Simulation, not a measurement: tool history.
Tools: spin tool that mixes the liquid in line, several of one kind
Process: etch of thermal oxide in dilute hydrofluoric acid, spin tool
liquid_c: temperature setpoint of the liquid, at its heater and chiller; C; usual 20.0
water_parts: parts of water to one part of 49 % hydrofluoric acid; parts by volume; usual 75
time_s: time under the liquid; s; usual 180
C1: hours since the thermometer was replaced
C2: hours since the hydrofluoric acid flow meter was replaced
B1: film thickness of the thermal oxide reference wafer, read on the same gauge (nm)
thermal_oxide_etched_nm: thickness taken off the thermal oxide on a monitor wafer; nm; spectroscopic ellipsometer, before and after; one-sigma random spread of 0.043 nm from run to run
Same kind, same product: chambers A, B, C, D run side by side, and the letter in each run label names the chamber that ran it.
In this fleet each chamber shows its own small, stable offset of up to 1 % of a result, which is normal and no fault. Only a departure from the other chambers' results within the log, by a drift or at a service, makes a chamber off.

run 1C hour=6.0 | liquid_c=20.0 water_parts=75 time_s=180 | C1=499.4 C2=37.3 | B1=60.027 | thermal_oxide_etched_nm=9.6532
run 2D hour=9.7 | liquid_c=20.0 water_parts=75 time_s=180 | C1=182.2 C2=224.4 | B1=60.008 | thermal_oxide_etched_nm=9.7283
run 3A hour=15.7 | liquid_c=20.0 water_parts=75 time_s=180 | C1=1560.5 C2=641.5 | B1=60.023 | thermal_oxide_etched_nm=9.6015
run 4B hour=21.6 | liquid_c=20.0 water_parts=75 time_s=180 | C1=105.7 C2=358.1 | B1=60.034 | thermal_oxide_etched_nm=9.7452
run 5C hour=28.7 | liquid_c=20.0 water_parts=75 time_s=180 | C1=522.1 C2=60.0 | B1=60.007 | thermal_oxide_etched_nm=9.6805
run 6D hour=32.7 | liquid_c=20.0 water_parts=75 time_s=180 | C1=205.2 C2=247.4 | B1=60.019 | thermal_oxide_etched_nm=9.6561
run 7A hour=39.0 | liquid_c=20.0 water_parts=40 time_s=255 | C1=1583.8 C2=664.8 | B1=59.958 | thermal_oxide_etched_nm=26.6290
run 8B hour=46.0 | liquid_c=20.0 water_parts=40 time_s=255 | C1=130.1 C2=382.5 | B1=59.962 | thermal_oxide_etched_nm=26.9960
run 9C hour=52.5 | liquid_c=20.0 water_parts=40 time_s=255 | C1=545.9 C2=83.8 | B1=59.999 | thermal_oxide_etched_nm=26.1940
run 10D hour=58.0 | liquid_c=20.0 water_parts=40 time_s=255 | C1=230.5 C2=272.7 | B1=60.057 | thermal_oxide_etched_nm=26.8630
run 11A hour=64.6 | liquid_c=20.0 water_parts=75 time_s=180 | C1=1609.4 C2=690.4 | B1=59.950 | thermal_oxide_etched_nm=9.6073
run 12B hour=69.2 | liquid_c=20.0 water_parts=75 time_s=180 | C1=153.3 C2=405.7 | B1=60.033 | thermal_oxide_etched_nm=9.7359
run 13C hour=75.1 | liquid_c=20.0 water_parts=75 time_s=180 | C1=568.5 C2=106.4 | B1=59.962 | thermal_oxide_etched_nm=9.7022
run 14D hour=80.9 | liquid_c=20.0 water_parts=75 time_s=180 | C1=253.4 C2=295.6 | B1=60.020 | thermal_oxide_etched_nm=9.6155
-- hour=82.5 chamber A: hydrofluoric acid flow meter replaced
run 15B hour=84.8 | liquid_c=20.0 water_parts=75 time_s=180 | C1=168.9 C2=421.3 | B1=60.005 | thermal_oxide_etched_nm=9.7990
run 16A hour=91.1 | liquid_c=20.0 water_parts=75 time_s=180 | C1=1635.9 C2=8.6 | B1=59.951 | thermal_oxide_etched_nm=9.7307
run 17C hour=97.2 | liquid_c=23.5 water_parts=50 time_s=180 | C1=590.6 C2=128.5 | B1=60.021 | thermal_oxide_etched_nm=17.4010
run 18D hour=101.4 | liquid_c=23.5 water_parts=50 time_s=180 | C1=273.9 C2=316.1 | B1=59.968 | thermal_oxide_etched_nm=17.3480
run 19B hour=104.9 | liquid_c=23.5 water_parts=50 time_s=180 | C1=189.0 C2=441.4 | B1=59.976 | thermal_oxide_etched_nm=17.4740
run 20A hour=110.8 | liquid_c=23.5 water_parts=50 time_s=180 | C1=1655.6 C2=28.3 | B1=60.041 | thermal_oxide_etched_nm=17.2280
run 21D hour=117.4 | liquid_c=20.0 water_parts=75 time_s=180 | C1=289.9 C2=332.1 | B1=60.045 | thermal_oxide_etched_nm=9.6053
run 22A hour=122.8 | liquid_c=20.0 water_parts=75 time_s=180 | C1=1667.6 C2=40.3 | B1=59.973 | thermal_oxide_etched_nm=9.6830
run 23C hour=129.5 | liquid_c=20.0 water_parts=75 time_s=180 | C1=622.9 C2=160.8 | B1=59.983 | thermal_oxide_etched_nm=10.0680
run 24B hour=134.1 | liquid_c=20.0 water_parts=75 time_s=180 | C1=218.2 C2=470.6 | B1=59.986 | thermal_oxide_etched_nm=9.7037
run 25D hour=139.6 | liquid_c=20.0 water_parts=75 time_s=180 | C1=312.1 C2=354.3 | B1=60.022 | thermal_oxide_etched_nm=9.5881
run 26C hour=147.0 | liquid_c=20.0 water_parts=75 time_s=180 | C1=640.4 C2=178.3 | B1=60.019 | thermal_oxide_etched_nm=10.1370
run 27A hour=153.5 | liquid_c=20.0 water_parts=75 time_s=180 | C1=1698.3 C2=71.0 | B1=60.031 | thermal_oxide_etched_nm=9.5793
run 28B hour=159.1 | liquid_c=20.0 water_parts=45 time_s=180 | C1=243.2 C2=495.6 | B1=60.061 | thermal_oxide_etched_nm=16.9130
run 29A hour=163.7 | liquid_c=20.0 water_parts=45 time_s=180 | C1=1708.5 C2=81.2 | B1=59.980 | thermal_oxide_etched_nm=16.6310
run 30D hour=169.8 | liquid_c=20.0 water_parts=45 time_s=180 | C1=342.3 C2=384.5 | B1=60.025 | thermal_oxide_etched_nm=16.8180

Read the log: is a single chamber off, either drifting away or since a service, is the gauge that measures every chamber drifting, or is nothing wrong beyond small per-chamber offsets? Name any odd chamber and what most likely caused it.

Little by little, chamber C moves away from the other chambers.
Most likely cause: liquid hotter than its thermometer reads (K) = 1.57.
Not necessarily distinguishable in this log from: hydrofluoric acid flow above the setpoint (%).

Below are 4 candidate recipes for chamber C's next run, each the usual settings with a change, their results shown as question marks. Which of them brings C's results back in line with what the other chambers give on the usual settings?
In line here means within this much of the mean the other chambers give on the usual settings: thermal_oxide_etched_nm 0.1500 nm
run 31C-1 hour=175.4 | liquid_c=20.0 water_parts=75 time_s=170 | thermal_oxide_etched_nm=?
run 31C-2 hour=175.4 | liquid_c=20.0 water_parts=75 time_s=200 | thermal_oxide_etched_nm=?
run 31C-3 hour=175.4 | liquid_c=17.5 water_parts=75 time_s=180 | thermal_oxide_etched_nm=?
run 31C-4 hour=175.4 | liquid_c=20.0 water_parts=75 time_s=190 | thermal_oxide_etched_nm=?

The other chambers' mean on the usual settings: thermal_oxide_etched_nm 9.6826 nm
run=31C-1 thermal_oxide_etched_nm=9.7125
run=31C-2 thermal_oxide_etched_nm=11.4260
run=31C-3 thermal_oxide_etched_nm=9.2709
run=31C-4 thermal_oxide_etched_nm=10.8550
The answer is 31C-1, which returns the chamber to within the allowed miss of the others.
